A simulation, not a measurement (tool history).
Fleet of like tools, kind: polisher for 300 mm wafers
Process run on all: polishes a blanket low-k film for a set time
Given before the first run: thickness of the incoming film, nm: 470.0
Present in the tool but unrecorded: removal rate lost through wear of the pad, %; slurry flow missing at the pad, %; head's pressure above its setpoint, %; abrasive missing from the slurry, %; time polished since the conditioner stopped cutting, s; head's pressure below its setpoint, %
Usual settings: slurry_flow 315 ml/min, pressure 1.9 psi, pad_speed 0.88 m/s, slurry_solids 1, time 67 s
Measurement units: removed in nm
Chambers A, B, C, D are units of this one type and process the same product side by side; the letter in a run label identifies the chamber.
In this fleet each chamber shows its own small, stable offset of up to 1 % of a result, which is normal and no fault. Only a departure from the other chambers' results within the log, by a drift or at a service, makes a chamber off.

run	hour	slurry_flow	pressure	pad_speed	slurry_solids	time	wafers polished on this pad	hours since the slurry nozzle was cleaned	hours since the head pressure was calibrated	hours since the slurry blender was calibrated	hours since the conditioning disc was replaced	removed
# hour 4.6: chamber C: slurry nozzle cleaned
1C	5.5	315	1.9	0.88	1	67	550	0.9	186.1	175.3	107.3	24.020
# hour 8.3: chamber B: slurry blender recalibrated
2B	10.5	315	1.9	0.88	1	67	368	903.5	577.0	2.3	77.2	24.019
# hour 13.0: chamber D: worn pad replaced by a new one
# hour 13.2: chamber C: worn pad replaced by a new one
3D	15.9	315	1.9	0.88	1	67	28	654.2	780.5	139.5	261.5	24.420
4A	22.2	315	1.9	0.88	1	67	587	281.4	645.7	539.9	29.1	24.112
# hour 22.4: chamber B: slurry nozzle cleaned
5B	27.0	315	1.9	0.88	1	67	532	4.6	593.5	18.8	93.7	23.912
6A	33.2	315	1.9	0.78	1	67	697	292.4	656.7	550.9	40.1	21.883
# hour 33.6: chamber B: worn pad replaced by a new one
# hour 34.9: chamber A: slurry blender recalibrated
7D	36.8	315	1.9	0.78	1	67	237	675.1	801.4	160.4	282.4	21.838
8C	41.6	315	1.9	0.78	1	67	283	37.0	222.2	211.4	143.4	21.973
9D	46.5	315	1.9	0.78	1	67	333	684.8	811.1	170.1	292.1	21.997
10C	50.7	315	1.9	0.88	1	67	374	46.1	231.3	220.5	152.5	23.928
11A	56.9	315	1.9	0.88	1	67	933	316.1	680.4	22.1	63.8	23.908
12B	64.2	315	1.9	0.78	1	67	305	41.8	630.7	56.0	130.9	21.714
13B	68.1	315	1.9	0.78	1	67	344	45.7	634.6	59.9	134.8	21.764
14A	72.3	315	1.9	0.78	1	67	1086	331.5	695.8	37.5	79.2	21.674
15D	76.4	315	1.9	0.78	1	67	632	714.7	841.0	200.0	322.0	21.792
# hour 76.9: chamber C: worn pad replaced by a new one
16C	79.8	315	1.9	0.88	1	67	29	75.2	260.4	249.6	181.6	24.108
# hour 82.3: chamber D: worn pad replaced by a new one
17B	86.8	315	1.9	0.88	1	67	530	64.4	653.3	78.6	153.5	23.747
# hour 90.1: chamber B: worn pad replaced by a new one
18C	90.1	365	1.9	0.60	1	67	131	85.5	270.7	259.9	191.9	17.848
# hour 90.4: chamber A: worn pad replaced by a new one
# hour 92.0: chamber D: head pressure recalibrated
# hour 96.1: chamber D: conditioning disc replaced and pad reconditioned
19A	97.7	365	1.9	0.60	1	67	73	356.9	721.2	62.9	104.6	17.604
20D	101.9	365	1.9	0.60	1	67	195	740.2	9.9	225.5	5.9	16.459
21B	109.2	365	1.9	0.60	1	67	191	86.8	675.7	101.0	175.9	17.857
# hour 112.5: chamber D: slurry nozzle cleaned
22A	116.9	315	1.9	0.88	1	49	264	376.1	740.4	82.1	123.8	17.276
23D	120.6	315	1.9	0.88	1	49	382	8.1	28.6	244.2	24.6	15.755
# hour 122.9: chamber C: slurry blender recalibrated
24C	124.5	315	1.9	0.88	1	49	474	119.9	305.1	1.6	226.3	17.660
25C	128.7	315	1.9	0.88	1	49	516	124.1	309.3	5.8	230.5	17.664
# hour 136.2: chamber B: conditioning disc replaced and pad reconditioned
26D	136.3	315	1.9	0.88	1	67	538	23.8	44.3	259.9	40.3	21.779
# hour 141.2: chamber B: worn pad replaced by a new one
27B	143.6	315	1.9	0.88	1	67	23	121.2	710.1	135.4	7.4	24.201
28A	147.7	315	1.9	0.88	1	67	571	406.9	771.2	112.9	154.6	23.869
29A	155.3	315	1.9	0.88	1	67	647	414.5	778.8	120.5	162.2	23.931

All 4 chambers run these settings next. Forecast each chamber's results:
30A	160.8	315	1.9	1.08	1	67						?
30B	160.8	315	1.9	1.08	1	67						?
30C	160.8	315	1.9	1.08	1	67						?
30D	160.8	315	1.9	1.08	1	67						?

run	removed
30A	28.251
30B	28.151
30C	28.588
30D	25.873

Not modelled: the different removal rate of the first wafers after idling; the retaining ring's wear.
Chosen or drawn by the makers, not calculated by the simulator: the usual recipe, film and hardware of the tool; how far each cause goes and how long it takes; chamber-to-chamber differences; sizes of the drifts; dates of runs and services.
